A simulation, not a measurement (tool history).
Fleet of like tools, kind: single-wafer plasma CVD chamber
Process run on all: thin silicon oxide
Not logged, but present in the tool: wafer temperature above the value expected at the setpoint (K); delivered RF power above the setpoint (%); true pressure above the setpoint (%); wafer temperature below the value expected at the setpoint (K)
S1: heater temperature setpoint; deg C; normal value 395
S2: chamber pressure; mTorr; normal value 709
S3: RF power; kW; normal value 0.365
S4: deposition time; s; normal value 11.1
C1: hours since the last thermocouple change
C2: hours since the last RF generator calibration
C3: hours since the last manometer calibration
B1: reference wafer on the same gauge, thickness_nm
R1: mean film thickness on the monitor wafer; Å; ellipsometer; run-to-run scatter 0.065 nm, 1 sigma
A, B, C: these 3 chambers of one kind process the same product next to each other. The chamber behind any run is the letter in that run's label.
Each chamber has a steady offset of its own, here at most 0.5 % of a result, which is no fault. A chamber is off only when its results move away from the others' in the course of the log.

run 1A hour=2.8 | S1=395 S2=709 S3=0.365 S4=11.1 | C1=2119.1 C2=194.3 C3=846.7 | B1=21.791 | R1=195.67
run 2C hour=5.7 | S1=395 S2=709 S3=0.365 S4=11.1 | C1=858.7 C2=857.7 C3=431.4 | B1=21.817 | R1=194.59
run 3B hour=9.1 | S1=395 S2=709 S3=0.365 S4=11.1 | C1=493.0 C2=1601.3 C3=1695.3 | B1=21.811 | R1=196.14
run 4C hour=15.0 | S1=395 S2=709 S3=0.365 S4=11.1 | C1=868.0 C2=867.0 C3=440.7 | B1=21.784 | R1=196.64
run 5B hour=17.8 | S1=395 S2=709 S3=0.365 S4=11.1 | C1=501.7 C2=1610.0 C3=1704.0 | B1=21.792 | R1=195.24
run 6A hour=20.6 | S1=395 S2=709 S3=0.365 S4=11.1 | C1=2136.9 C2=212.1 C3=864.5 | B1=21.795 | R1=196.06
run 7B hour=26.0 | S1=395 S2=709 S3=0.365 S4=11.1 | C1=509.9 C2=1618.2 C3=1712.2 | B1=21.791 | R1=195.81
run 8C hour=29.8 | S1=395 S2=709 S3=0.365 S4=11.1 | C1=882.8 C2=881.8 C3=455.5 | B1=21.794 | R1=194.91
run 9A hour=34.1 | S1=395 S2=709 S3=0.365 S4=11.1 | C1=2150.4 C2=225.6 C3=878.0 | B1=21.795 | R1=195.16
run 10B hour=39.7 | S1=395 S2=709 S3=0.365 S4=11.1 | C1=523.6 C2=1631.9 C3=1725.9 | B1=21.798 | R1=195.96
run 11A hour=43.0 | S1=395 S2=709 S3=0.365 S4=11.1 | C1=2159.3 C2=234.5 C3=886.9 | B1=21.816 | R1=195.64
run 12C hour=48.9 | S1=395 S2=615 S3=0.365 S4=9.4 | C1=901.9 C2=900.9 C3=474.6 | B1=21.808 | R1=142.39
run 13B hour=51.8 | S1=395 S2=615 S3=0.365 S4=9.4 | C1=535.7 C2=1644.0 C3=1738.0 | B1=21.820 | R1=142.96
run 14C hour=56.1 | S1=395 S2=615 S3=0.365 S4=9.4 | C1=909.1 C2=908.1 C3=481.8 | B1=21.803 | R1=142.60
run 15A hour=61.6 | S1=395 S2=709 S3=0.365 S4=11.1 | C1=2177.9 C2=253.1 C3=905.5 | B1=21.803 | R1=195.41
run 16A hour=64.6 | S1=395 S2=709 S3=0.365 S4=11.1 | C1=2180.9 C2=256.1 C3=908.5 | B1=21.807 | R1=195.59
run 17C hour=69.1 | S1=395 S2=709 S3=0.365 S4=11.1 | C1=922.1 C2=921.1 C3=494.8 | B1=21.782 | R1=193.75
run 18B hour=72.4 | S1=395 S2=709 S3=0.365 S4=11.1 | C1=556.3 C2=1664.6 C3=1758.6 | B1=21.804 | R1=195.72
run 19C hour=75.2 | S1=395 S2=709 S3=0.365 S4=11.1 | C1=928.2 C2=927.2 C3=500.9 | B1=21.812 | R1=195.74
run 20A hour=79.2 | S1=395 S2=709 S3=0.365 S4=10.1 | C1=2195.5 C2=270.7 C3=923.1 | B1=21.797 | R1=178.29
run 21B hour=81.8 | S1=395 S2=709 S3=0.365 S4=10.1 | C1=565.7 C2=1674.0 C3=1768.0 | B1=21.792 | R1=176.94
run 22C hour=85.2 | S1=395 S2=709 S3=0.365 S4=10.1 | C1=938.2 C2=937.2 C3=510.9 | B1=21.805 | R1=178.04
run 23A hour=88.4 | S1=395 S2=709 S3=0.365 S4=11.1 | C1=2204.7 C2=279.9 C3=932.3 | B1=21.808 | R1=195.33
run 24B hour=92.3 | S1=395 S2=709 S3=0.365 S4=9.5 | C1=576.2 C2=1684.5 C3=1778.5 | B1=21.802 | R1=168.70
run 25B hour=95.6 | S1=395 S2=709 S3=0.365 S4=9.5 | C1=579.5 C2=1687.8 C3=1781.8 | B1=21.802 | R1=168.27
run 26A hour=101.2 | S1=395 S2=709 S3=0.365 S4=9.5 | C1=2217.5 C2=292.7 C3=945.1 | B1=21.793 | R1=166.98
run 27C hour=106.5 | S1=395 S2=709 S3=0.365 S4=11.1 | C1=959.5 C2=958.5 C3=532.2 | B1=21.785 | R1=197.07
run 28A hour=110.6 | S1=395 S2=709 S3=0.365 S4=11.1 | C1=2226.9 C2=302.1 C3=954.5 | B1=21.808 | R1=195.09
run 29B hour=114.5 | S1=395 S2=709 S3=0.365 S4=11.1 | C1=598.4 C2=1706.7 C3=1800.7 | B1=21.813 | R1=194.61
run 30C hour=119.9 | S1=395 S2=709 S3=0.425 S4=11.1 | C1=972.9 C2=971.9 C3=545.6 | B1=21.794 | R1=206.42
run 31C hour=125.3 | S1=395 S2=709 S3=0.425 S4=11.1 | C1=978.3 C2=977.3 C3=551.0 | B1=21.797 | R1=206.21
run 32A hour=127.9 | S1=395 S2=709 S3=0.425 S4=11.1 | C1=2244.2 C2=319.4 C3=971.8 | B1=21.817 | R1=205.76
run 33B hour=130.8 | S1=395 S2=709 S3=0.365 S4=11.1 | C1=614.7 C2=1723.0 C3=1817.0 | B1=21.779 | R1=196.59
run 34C hour=136.6 | S1=395 S2=709 S3=0.365 S4=11.1 | C1=989.6 C2=988.6 C3=562.3 | B1=21.806 | R1=194.61
run 35B hour=140.5 | S1=395 S2=709 S3=0.365 S4=11.1 | C1=624.4 C2=1732.7 C3=1826.7 | B1=21.799 | R1=196.26
run 36A hour=146.2 | S1=395 S2=709 S3=0.365 S4=11.1 | C1=2262.5 C2=337.7 C3=990.1 | B1=21.800 | R1=196.72
run 37A hour=150.0 | S1=395 S2=709 S3=0.365 S4=11.1 | C1=2266.3 C2=341.5 C3=993.9 | B1=21.801 | R1=196.17
run 38C hour=155.2 | S1=395 S2=709 S3=0.365 S4=11.1 | C1=1008.2 C2=1007.2 C3=580.9 | B1=21.797 | R1=195.32

What goes on in this fleet: one chamber off, a drifting gauge, or nothing beyond the chambers' own small offsets? Name the chamber and the cause, if any.

Beyond each chamber's small constant offset nothing stands out, and the gauge stays steady.
